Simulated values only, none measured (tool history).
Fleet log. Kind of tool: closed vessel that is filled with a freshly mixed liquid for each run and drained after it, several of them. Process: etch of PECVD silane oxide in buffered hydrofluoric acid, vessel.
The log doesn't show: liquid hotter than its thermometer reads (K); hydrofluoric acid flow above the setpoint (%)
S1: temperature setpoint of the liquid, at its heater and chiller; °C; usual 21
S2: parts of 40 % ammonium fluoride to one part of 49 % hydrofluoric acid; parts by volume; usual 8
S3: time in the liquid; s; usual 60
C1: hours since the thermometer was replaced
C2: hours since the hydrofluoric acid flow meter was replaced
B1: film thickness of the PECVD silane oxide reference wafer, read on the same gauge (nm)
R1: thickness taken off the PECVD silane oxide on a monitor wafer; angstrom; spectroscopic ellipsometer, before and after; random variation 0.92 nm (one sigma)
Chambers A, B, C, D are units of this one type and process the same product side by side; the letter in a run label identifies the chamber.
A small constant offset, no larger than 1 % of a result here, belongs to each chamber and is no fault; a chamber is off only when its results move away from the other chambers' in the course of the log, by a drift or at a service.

Run 1B, hour 10: usual settings; C1 1006.9; C2 1014; B1 30.001. Result: R1 1126 angstrom.
Run 2A, hour 19.1: usual settings; C1 909.4; C2 555.8; B1 30.015. Result: R1 1100.4 angstrom.
Run 3C, hour 25.2: usual settings; C1 970.8; C2 105.7; B1 29.996. Result: R1 1100.7 angstrom.
Run 4D, hour 32.3: usual settings; C1 143; C2 1162.2; B1 29.958. Result: R1 1113.8 angstrom.
Run 5B, hour 43.8: usual settings; C1 1040.7; C2 1047.8; B1 30.011. Result: R1 1120.5 angstrom.
Run 6D, hour 54.5: usual settings; C1 165.2; C2 1184.4; B1 29.975. Result: R1 1103.8 angstrom.
Run 7A, hour 61.5: usual settings but S1 26 °C; C1 951.8; C2 598.2; B1 29.962. Result: R1 1476.5 angstrom.
Run 8C, hour 71.8: usual settings but S1 26 °C; C1 1017.4; C2 152.3; B1 30.004. Result: R1 1433.8 angstrom.
Run 9D, hour 81.1: usual settings but S1 26 °C; C1 191.8; C2 1211; B1 30.016. Result: R1 1481 angstrom.
Run 10C, hour 90.9: usual settings but S1 26 °C; C1 1036.5; C2 171.4; B1 30.034. Result: R1 1442.5 angstrom.
Run 11A, hour 97: usual settings; C1 987.3; C2 633.7; B1 30.039. Result: R1 1105 angstrom.
Run 12B, hour 104: usual settings; C1 1100.9; C2 1108; B1 29.963. Result: R1 1106.2 angstrom.
At hour 106.8: chamber D: hydrofluoric acid flow meter replaced.
Run 13A, hour 112.9: usual settings; C1 1003.2; C2 649.6; B1 30.016. Result: R1 1095.1 angstrom.
Run 14B, hour 118.4: usual settings; C1 1115.3; C2 1122.4; B1 29.958. Result: R1 1114 angstrom.
Run 15C, hour 126.3: usual settings; C1 1071.9; C2 206.8; B1 30.07. Result: R1 1109.8 angstrom.
Run 16D, hour 132.1: usual settings; C1 242.8; C2 25.4; B1 30.016. Result: R1 1112.4 angstrom.
Run 17C, hour 141.3: usual settings; C1 1086.9; C2 221.8; B1 30.009. Result: R1 1096.3 angstrom.
Run 18A, hour 151.3: usual settings but S2 5.5 parts by volume; C1 1041.6; C2 688; B1 29.953. Result: R1 1561.2 angstrom.
Run 19B, hour 159.3: usual settings but S2 5.5 parts by volume; C1 1156.2; C2 1163.3; B1 29.995. Result: R1 1551.9 angstrom.
Run 20D, hour 170: usual settings but S2 5.5 parts by volume; C1 280.7; C2 63.3; B1 30.047. Result: R1 1570.6 angstrom.
Run 21C, hour 181.5: usual settings but S2 5.5 parts by volume; C1 1127.1; C2 262; B1 30.032. Result: R1 1568.8 angstrom.
Run 22A, hour 192.2: usual settings; C1 1082.5; C2 728.9; B1 29.979. Result: R1 1122.4 angstrom.
At hour 197.4: chamber A: thermometer replaced.
Run 23D, hour 200.1: usual settings but S1 25 °C, S3 45 s; C1 310.8; C2 93.4; B1 29.957. Result: R1 1024.4 angstrom.
Run 24B, hour 208.3: usual settings but S1 25 °C, S3 45 s; C1 1205.2; C2 1212.3; B1 30.053. Result: R1 1035.2 angstrom.
Run 25C, hour 216.4: usual settings but S1 25 °C, S3 45 s; C1 1162; C2 296.9; B1 30.027. Result: R1 1029.5 angstrom.
Run 26B, hour 226.2: usual settings but S1 25 °C, S3 45 s; C1 1223.1; C2 1230.2; B1 29.994. Result: R1 1048.8 angstrom.
Run 27A, hour 235.1: usual settings; C1 37.8; C2 771.8; B1 29.936. Result: R1 1096.4 angstrom.
Run 28D, hour 242: usual settings; C1 352.7; C2 135.3; B1 29.997. Result: R1 1121.2 angstrom.
Run 29B, hour 253.3: usual settings; C1 1250.2; C2 1257.3; B1 29.964. Result: R1 1114.9 angstrom.
Run 30A, hour 263.4: usual settings; C1 66.1; C2 800.1; B1 29.977. Result: R1 1102.5 angstrom.
Run 31C, hour 273.1: usual settings but S3 40 s; C1 1218.7; C2 353.6; B1 29.999. Result: R1 736.3 angstrom.
Run 32D, hour 283.8: usual settings but S3 40 s; C1 394.5; C2 177.1; B1 30.023. Result: R1 735.31 angstrom.
Run 33A, hour 294.2: usual settings but S3 40 s; C1 96.9; C2 830.9; B1 30.007. Result: R1 746.76 angstrom.
Run 34C, hour 302.9: usual settings but S3 40 s; C1 1248.5; C2 383.4; B1 30.03. Result: R1 730.92 angstrom.
Run 35D, hour 313.7: usual settings but S3 40 s; C1 424.4; C2 207; B1 29.976. Result: R1 743.04 angstrom.
Run 36B, hour 321.8: usual settings but S3 40 s; C1 1318.7; C2 1325.8; B1 29.996. Result: R1 746.28 angstrom.
Run 37A, hour 330.1: usual settings but S3 40 s; C1 132.8; C2 866.8; B1 30.002. Result: R1 728.91 angstrom.
Run 38D, hour 339.8: usual settings but S3 40 s; C1 450.5; C2 233.1; B1 29.958. Result: R1 753.07 angstrom.

What goes on in this fleet: one chamber off, a drifting gauge, or nothing beyond the chambers' own small offsets? Name the chamber and the cause, if any.

The fleet is healthy, with each chamber sitting at its usual small offset and no drift in the gauge.

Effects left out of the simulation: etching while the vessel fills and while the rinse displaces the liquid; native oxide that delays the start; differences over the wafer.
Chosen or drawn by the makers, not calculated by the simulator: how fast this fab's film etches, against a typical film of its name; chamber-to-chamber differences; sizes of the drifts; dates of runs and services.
